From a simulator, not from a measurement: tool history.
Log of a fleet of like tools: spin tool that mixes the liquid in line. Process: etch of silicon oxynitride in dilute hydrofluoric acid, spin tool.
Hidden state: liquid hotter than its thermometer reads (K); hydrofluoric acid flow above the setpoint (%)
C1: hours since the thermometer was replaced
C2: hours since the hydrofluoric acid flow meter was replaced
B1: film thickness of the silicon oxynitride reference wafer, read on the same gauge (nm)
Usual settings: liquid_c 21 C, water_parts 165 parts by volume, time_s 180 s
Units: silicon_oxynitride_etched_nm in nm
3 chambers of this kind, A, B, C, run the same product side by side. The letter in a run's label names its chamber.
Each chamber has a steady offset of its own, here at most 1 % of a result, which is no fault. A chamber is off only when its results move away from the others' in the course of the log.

{"run": "1B", "hour": 3.4, "liquid_c": 21, "water_parts": 165, "time_s": 180, "C1": 2946.2, "C2": 628.7, "B1": 50.002, "silicon_oxynitride_etched_nm": 4.3382}
{"run": "2A", "hour": 8.6, "liquid_c": 21, "water_parts": 165, "time_s": 180, "C1": 404.1, "C2": 497.9, "B1": 50.007, "silicon_oxynitride_etched_nm": 4.2994}
{"hour": 8.8, "done": "chamber B: hydrofluoric acid flow meter replaced"}
{"run": "3C", "hour": 15.6, "liquid_c": 21, "water_parts": 165, "time_s": 180, "C1": 645.4, "C2": 1319.1, "B1": 49.996, "silicon_oxynitride_etched_nm": 4.3345}
{"run": "4A", "hour": 19.9, "liquid_c": 21, "water_parts": 165, "time_s": 180, "C1": 415.4, "C2": 509.2, "B1": 49.997, "silicon_oxynitride_etched_nm": 4.2929}
{"run": "5B", "hour": 23.3, "liquid_c": 21, "water_parts": 165, "time_s": 180, "C1": 2966.1, "C2": 14.6, "B1": 50.008, "silicon_oxynitride_etched_nm": 4.2526}
{"run": "6C", "hour": 27.9, "liquid_c": 21, "water_parts": 165, "time_s": 180, "C1": 657.7, "C2": 1331.4, "B1": 50.002, "silicon_oxynitride_etched_nm": 4.3812}
{"run": "7A", "hour": 35.0, "liquid_c": 21, "water_parts": 165, "time_s": 180, "C1": 430.5, "C2": 524.3, "B1": 49.969, "silicon_oxynitride_etched_nm": 4.3162}
{"run": "8C", "hour": 42.1, "liquid_c": 21, "water_parts": 165, "time_s": 180, "C1": 671.9, "C2": 1345.6, "B1": 49.969, "silicon_oxynitride_etched_nm": 4.3083}
{"run": "9B", "hour": 45.9, "liquid_c": 21, "water_parts": 165, "time_s": 180, "C1": 2988.7, "C2": 37.2, "B1": 49.996, "silicon_oxynitride_etched_nm": 4.294}
{"run": "10C", "hour": 52.1, "liquid_c": 21, "water_parts": 165, "time_s": 180, "C1": 681.9, "C2": 1355.6, "B1": 49.982, "silicon_oxynitride_etched_nm": 4.2413}
{"run": "11B", "hour": 55.9, "liquid_c": 21, "water_parts": 165, "time_s": 180, "C1": 2998.7, "C2": 47.2, "B1": 50.012, "silicon_oxynitride_etched_nm": 4.3104}
{"run": "12A", "hour": 62.1, "liquid_c": 21, "water_parts": 165, "time_s": 180, "C1": 457.6, "C2": 551.4, "B1": 50.002, "silicon_oxynitride_etched_nm": 4.2878}
{"run": "13B", "hour": 68.5, "liquid_c": 21, "water_parts": 165, "time_s": 180, "C1": 3011.3, "C2": 59.8, "B1": 50.011, "silicon_oxynitride_etched_nm": 4.2823}
{"run": "14C", "hour": 74.5, "liquid_c": 21, "water_parts": 165, "time_s": 180, "C1": 704.3, "C2": 1378, "B1": 50.001, "silicon_oxynitride_etched_nm": 4.3695}
{"hour": 78.3, "done": "chamber C: hydrofluoric acid flow meter replaced"}
{"run": "15A", "hour": 80.3, "liquid_c": 21, "water_parts": 165, "time_s": 180, "C1": 475.8, "C2": 569.6, "B1": 49.996, "silicon_oxynitride_etched_nm": 4.3163}
{"run": "16C", "hour": 85.6, "liquid_c": 21, "water_parts": 165, "time_s": 220, "C1": 715.4, "C2": 7.4, "B1": 49.994, "silicon_oxynitride_etched_nm": 5.3198}
{"run": "17A", "hour": 89.5, "liquid_c": 21, "water_parts": 165, "time_s": 220, "C1": 485, "C2": 578.8, "B1": 49.995, "silicon_oxynitride_etched_nm": 5.256}
{"run": "18B", "hour": 94.5, "liquid_c": 21, "water_parts": 165, "time_s": 220, "C1": 3037.3, "C2": 85.8, "B1": 50.018, "silicon_oxynitride_etched_nm": 5.2904}
{"run": "19C", "hour": 100.6, "liquid_c": 21, "water_parts": 165, "time_s": 180, "C1": 730.4, "C2": 22.4, "B1": 50.009, "silicon_oxynitride_etched_nm": 4.3641}
{"run": "20A", "hour": 104.2, "liquid_c": 24, "water_parts": 165, "time_s": 180, "C1": 499.7, "C2": 593.5, "B1": 50.006, "silicon_oxynitride_etched_nm": 4.9522}
{"run": "21B", "hour": 109.4, "liquid_c": 24, "water_parts": 165, "time_s": 180, "C1": 3052.2, "C2": 100.7, "B1": 50.006, "silicon_oxynitride_etched_nm": 4.9894}
{"run": "22B", "hour": 112.6, "liquid_c": 24, "water_parts": 165, "time_s": 180, "C1": 3055.4, "C2": 103.9, "B1": 50.014, "silicon_oxynitride_etched_nm": 4.9505}
{"run": "23C", "hour": 116.4, "liquid_c": 21, "water_parts": 165, "time_s": 180, "C1": 746.2, "C2": 38.2, "B1": 49.987, "silicon_oxynitride_etched_nm": 4.3972}
{"run": "24A", "hour": 123.2, "liquid_c": 21, "water_parts": 165, "time_s": 180, "C1": 518.7, "C2": 612.5, "B1": 50.003, "silicon_oxynitride_etched_nm": 4.3282}
{"run": "25A", "hour": 129.9, "liquid_c": 21, "water_parts": 165, "time_s": 180, "C1": 525.4, "C2": 619.2, "B1": 49.99, "silicon_oxynitride_etched_nm": 4.307}
{"run": "26B", "hour": 134.6, "liquid_c": 21, "water_parts": 165, "time_s": 180, "C1": 3077.4, "C2": 125.9, "B1": 49.998, "silicon_oxynitride_etched_nm": 4.3676}
{"run": "27C", "hour": 139.1, "liquid_c": 18.5, "water_parts": 165, "time_s": 180, "C1": 768.9, "C2": 60.9, "B1": 50.002, "silicon_oxynitride_etched_nm": 3.858}
{"run": "28B", "hour": 144.9, "liquid_c": 18.5, "water_parts": 165, "time_s": 180, "C1": 3087.7, "C2": 136.2, "B1": 49.976, "silicon_oxynitride_etched_nm": 3.8076}
{"run": "29A", "hour": 149.4, "liquid_c": 18.5, "water_parts": 165, "time_s": 180, "C1": 544.9, "C2": 638.7, "B1": 49.997, "silicon_oxynitride_etched_nm": 3.8012}
{"run": "30C", "hour": 155.7, "liquid_c": 21, "water_parts": 165, "time_s": 180, "C1": 785.5, "C2": 77.5, "B1": 49.984, "silicon_oxynitride_etched_nm": 4.3499}
{"run": "31A", "hour": 160.4, "liquid_c": 21, "water_parts": 230, "time_s": 120, "C1": 555.9, "C2": 649.7, "B1": 49.984, "silicon_oxynitride_etched_nm": 1.9648}
{"run": "32B", "hour": 166.8, "liquid_c": 21, "water_parts": 230, "time_s": 120, "C1": 3109.6, "C2": 158.1, "B1": 50.023, "silicon_oxynitride_etched_nm": 1.9925}
{"run": "33C", "hour": 170.8, "liquid_c": 21, "water_parts": 230, "time_s": 120, "C1": 800.6, "C2": 92.6, "B1": 50.001, "silicon_oxynitride_etched_nm": 1.9466}
{"run": "34A", "hour": 174.9, "liquid_c": 21, "water_parts": 165, "time_s": 180, "C1": 570.4, "C2": 664.2, "B1": 49.982, "silicon_oxynitride_etched_nm": 4.2725}
{"run": "35C", "hour": 179.2, "liquid_c": 25.5, "water_parts": 100, "time_s": 180, "C1": 809, "C2": 101, "B1": 50.026, "silicon_oxynitride_etched_nm": 9.2844}
{"run": "36B", "hour": 185.5, "liquid_c": 25.5, "water_parts": 100, "time_s": 180, "C1": 3128.3, "C2": 176.8, "B1": 49.998, "silicon_oxynitride_etched_nm": 9.07}
{"run": "37A", "hour": 191.3, "liquid_c": 25.5, "water_parts": 100, "time_s": 180, "C1": 586.8, "C2": 680.6, "B1": 50.005, "silicon_oxynitride_etched_nm": 9.1428}
{"run": "38C", "hour": 197.0, "liquid_c": 21, "water_parts": 165, "time_s": 180, "C1": 826.8, "C2": 118.8, "B1": 50, "silicon_oxynitride_etched_nm": 4.3436}
{"run": "39B", "hour": 200.9, "liquid_c": 21, "water_parts": 165, "time_s": 180, "C1": 3143.7, "C2": 192.2, "B1": 49.979, "silicon_oxynitride_etched_nm": 4.3187}
{"run": "40B", "hour": 205.7, "liquid_c": 21, "water_parts": 165, "time_s": 180, "C1": 3148.5, "C2": 197, "B1": 49.985, "silicon_oxynitride_etched_nm": 4.3828}
{"run": "41A", "hour": 210.3, "liquid_c": 21, "water_parts": 165, "time_s": 180, "C1": 605.8, "C2": 699.6, "B1": 49.988, "silicon_oxynitride_etched_nm": 4.3425}

Next, every chamber runs the same settings. What will each give?
{"run": "42A", "hour": 215.5, "liquid_c": 21, "water_parts": 165, "time_s": 180, "silicon_oxynitride_etched_nm": "?"}
{"run": "42B", "hour": 215.5, "liquid_c": 21, "water_parts": 165, "time_s": 180, "silicon_oxynitride_etched_nm": "?"}
{"run": "42C", "hour": 215.5, "liquid_c": 21, "water_parts": 165, "time_s": 180, "silicon_oxynitride_etched_nm": "?"}

run=42A silicon_oxynitride_etched_nm=4.2714
run=42B silicon_oxynitride_etched_nm=4.3595
run=42C silicon_oxynitride_etched_nm=4.2941

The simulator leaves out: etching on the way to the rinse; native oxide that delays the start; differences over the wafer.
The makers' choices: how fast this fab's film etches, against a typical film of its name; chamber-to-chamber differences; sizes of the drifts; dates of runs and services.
